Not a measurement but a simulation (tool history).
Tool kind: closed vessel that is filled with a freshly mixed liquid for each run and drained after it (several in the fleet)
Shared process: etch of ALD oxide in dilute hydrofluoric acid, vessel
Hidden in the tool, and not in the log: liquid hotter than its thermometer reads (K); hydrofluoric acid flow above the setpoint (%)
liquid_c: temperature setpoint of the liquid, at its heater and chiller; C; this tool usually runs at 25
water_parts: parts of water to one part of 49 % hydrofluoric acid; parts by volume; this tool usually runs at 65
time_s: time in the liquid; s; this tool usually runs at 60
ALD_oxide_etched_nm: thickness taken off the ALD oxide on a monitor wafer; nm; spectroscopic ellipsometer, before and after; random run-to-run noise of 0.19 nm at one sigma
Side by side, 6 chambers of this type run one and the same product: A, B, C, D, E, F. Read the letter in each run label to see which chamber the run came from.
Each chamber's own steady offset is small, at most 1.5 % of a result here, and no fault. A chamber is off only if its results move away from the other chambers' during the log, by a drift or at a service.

run,hour,liquid_c,water_parts,time_s,hours since the thermometer was replaced,hours since the hydrofluoric acid flow meter was replaced,"read-back film thickness of the ALD oxide reference wafer, read on the same gauge (nm)",ALD_oxide_etched_nm
1E,3.3,25,65,60,553.9,4.4,109.99,21.622
2D,6.3,25,65,60,311.9,1160.2,109.98,21.849
3A,11.4,25,65,60,931.9,58.9,110.02,22.063
4C,15.9,25,65,60,1133.6,25.5,110.03,22.259
5B,19.9,25,65,60,273.6,1648.8,109.98,21.365
6F,23.7,25,65,60,495.7,1627.2,110,21.775
7A,28.2,25,65,60,948.7,75.7,109.99,22.095
8C,30.8,25,65,60,1148.5,40.4,109.96,21.675
9B,36.5,25,65,60,290.2,1665.4,110.04,21.52
10E,40.6,27,90,60,591.2,41.7,109.95,16.486
11D,43.7,27,90,60,349.3,1197.6,110,16.347
12F,48.3,27,90,60,520.3,1651.8,109.97,16.59
13D,52.7,27,90,60,358.3,1206.6,110.02,16.376
14F,56.9,27,90,60,528.9,1660.4,110.01,16.681
15A,62,27,90,60,982.5,109.5,109.97,16.877
16C,65.9,25,65,60,1183.6,75.5,110.02,21.718
17B,70.9,25,65,60,324.6,1699.8,109.97,21.502
18E,76,25,65,60,626.6,77.1,109.98,21.479
# hour 78.2: chamber E: thermometer replaced
19B,80.7,25,65,60,334.4,1709.6,110,21.435
20D,84.2,25,65,60,389.8,1238.1,110.01,21.693
21E,88.2,25,65,60,10,89.3,109.99,21.484
22F,93.6,25,65,60,565.6,1697.1,110,21.698
23C,96.3,25,65,60,1214,105.9,110.01,21.839
24A,101.7,25,65,60,1022.2,149.2,110.03,22.186
25F,105.1,25,65,60,577.1,1708.6,109.99,22.083
26C,108.2,25,65,60,1225.9,117.8,110,21.791
27A,112.9,25,65,60,1033.4,160.4,109.99,22.091
28D,118.6,25,65,60,424.2,1272.5,109.98,21.849
29B,122.2,25,65,60,375.9,1751.1,110.03,21.641
30E,127.5,21.5,55,60,49.3,128.6,110.04,22.539
31C,130.1,21.5,55,60,1247.8,139.7,110,22.222
32A,134.1,21.5,55,60,1054.6,181.6,110.07,22.887
33D,139,21.5,55,60,444.6,1292.9,109.93,22.768
34E,143.5,21.5,55,60,65.3,144.6,109.96,22.678
35F,146.5,21.5,55,60,618.5,1750,110.03,23.573
36B,152.3,25,65,60,406,1781.2,109.97,21.596
37B,157.2,22.5,65,80,410.9,1786.1,110,26.196
38F,160.6,22.5,65,80,632.6,1764.1,109.98,27.214
39E,165.7,22.5,65,80,87.5,166.8,110.02,25.36
40D,170.6,22.5,65,80,476.2,1324.5,110,25.968
41A,176.5,22.5,65,80,1097,224,109.99,26.741
42C,181,22.5,65,80,1298.7,190.6,110.05,26.291

Predict what each chamber gives when all 6 of them run the settings below next.
43A,185.2,25,65,60,,,,?
43B,185.2,25,65,60,,,,?
43C,185.2,25,65,60,,,,?
43D,185.2,25,65,60,,,,?
43E,185.2,25,65,60,,,,?
43F,185.2,25,65,60,,,,?

run,ALD_oxide_etched_nm
43A,22.003
43B,21.276
43C,21.475
43D,21.698
43E,21.483
43F,22.752

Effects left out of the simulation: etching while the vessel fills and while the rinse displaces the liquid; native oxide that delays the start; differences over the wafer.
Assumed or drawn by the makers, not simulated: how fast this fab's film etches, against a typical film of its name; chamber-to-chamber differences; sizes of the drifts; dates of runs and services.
